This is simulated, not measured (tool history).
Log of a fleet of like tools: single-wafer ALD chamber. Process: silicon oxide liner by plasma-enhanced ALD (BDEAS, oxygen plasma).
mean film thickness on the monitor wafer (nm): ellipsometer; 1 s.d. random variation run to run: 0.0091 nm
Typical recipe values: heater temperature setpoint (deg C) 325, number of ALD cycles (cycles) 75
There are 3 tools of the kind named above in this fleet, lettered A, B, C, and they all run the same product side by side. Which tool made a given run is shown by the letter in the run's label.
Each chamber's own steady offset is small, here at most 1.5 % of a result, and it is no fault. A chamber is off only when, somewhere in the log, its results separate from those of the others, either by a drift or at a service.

run,hour,heater temperature setpoint (deg C),number of ALD cycles (cycles),"read-back reference wafer on the same gauge, thickness_nm",mean film thickness on the monitor wafer (nm)
1C,11.8,325,75,5.9916,6.7808
2A,21.5,325,75,5.9905,6.6735
3B,30.0,325,75,5.9948,6.8266
4B,37.6,325,75,5.9921,6.8141
# hour 42.0: chamber C: thermocouple changed; heater temperature recalibrated
5A,51.7,325,75,5.9967,6.6660
6C,61.9,325,75,5.9989,6.7533
# hour 67.2: chamber A: thermocouple changed; heater temperature recalibrated
7A,72.6,325,75,5.9992,6.6732
8C,83.7,325,75,5.9974,6.7898
9B,92.7,325,75,5.9994,6.8514
10C,106.6,325,75,6.0034,6.7791
11B,113.1,325,75,6.0050,6.8198
12A,124.2,325,75,6.0057,6.6863
13C,135.9,325,75,6.0049,6.7672
14B,142.8,325,75,6.0067,6.8281
15A,156.4,325,75,6.0086,6.6806
16A,166.3,325,67,6.0080,5.9744
17B,177.4,325,67,6.0098,6.0964
18C,191.4,325,67,6.0110,6.0766
19B,205.7,325,75,6.0135,6.8320
20A,219.3,325,75,6.0153,6.6758
21C,232.1,325,75,6.0163,6.7953
22B,245.3,325,75,6.0193,6.8686
23A,256.8,325,75,6.0194,6.6891
24C,269.9,325,75,6.0208,6.8078
25B,277.2,325,75,6.0212,6.8383

Is one chamber off against the others, does the gauge drift, or is nothing wrong? If a chamber is off, say which, and what the likeliest cause is.

The gauge drifts, so all chambers seem to drift together. No chamber is off.
Most likely cause: gauge reads high (%) = 0.559.

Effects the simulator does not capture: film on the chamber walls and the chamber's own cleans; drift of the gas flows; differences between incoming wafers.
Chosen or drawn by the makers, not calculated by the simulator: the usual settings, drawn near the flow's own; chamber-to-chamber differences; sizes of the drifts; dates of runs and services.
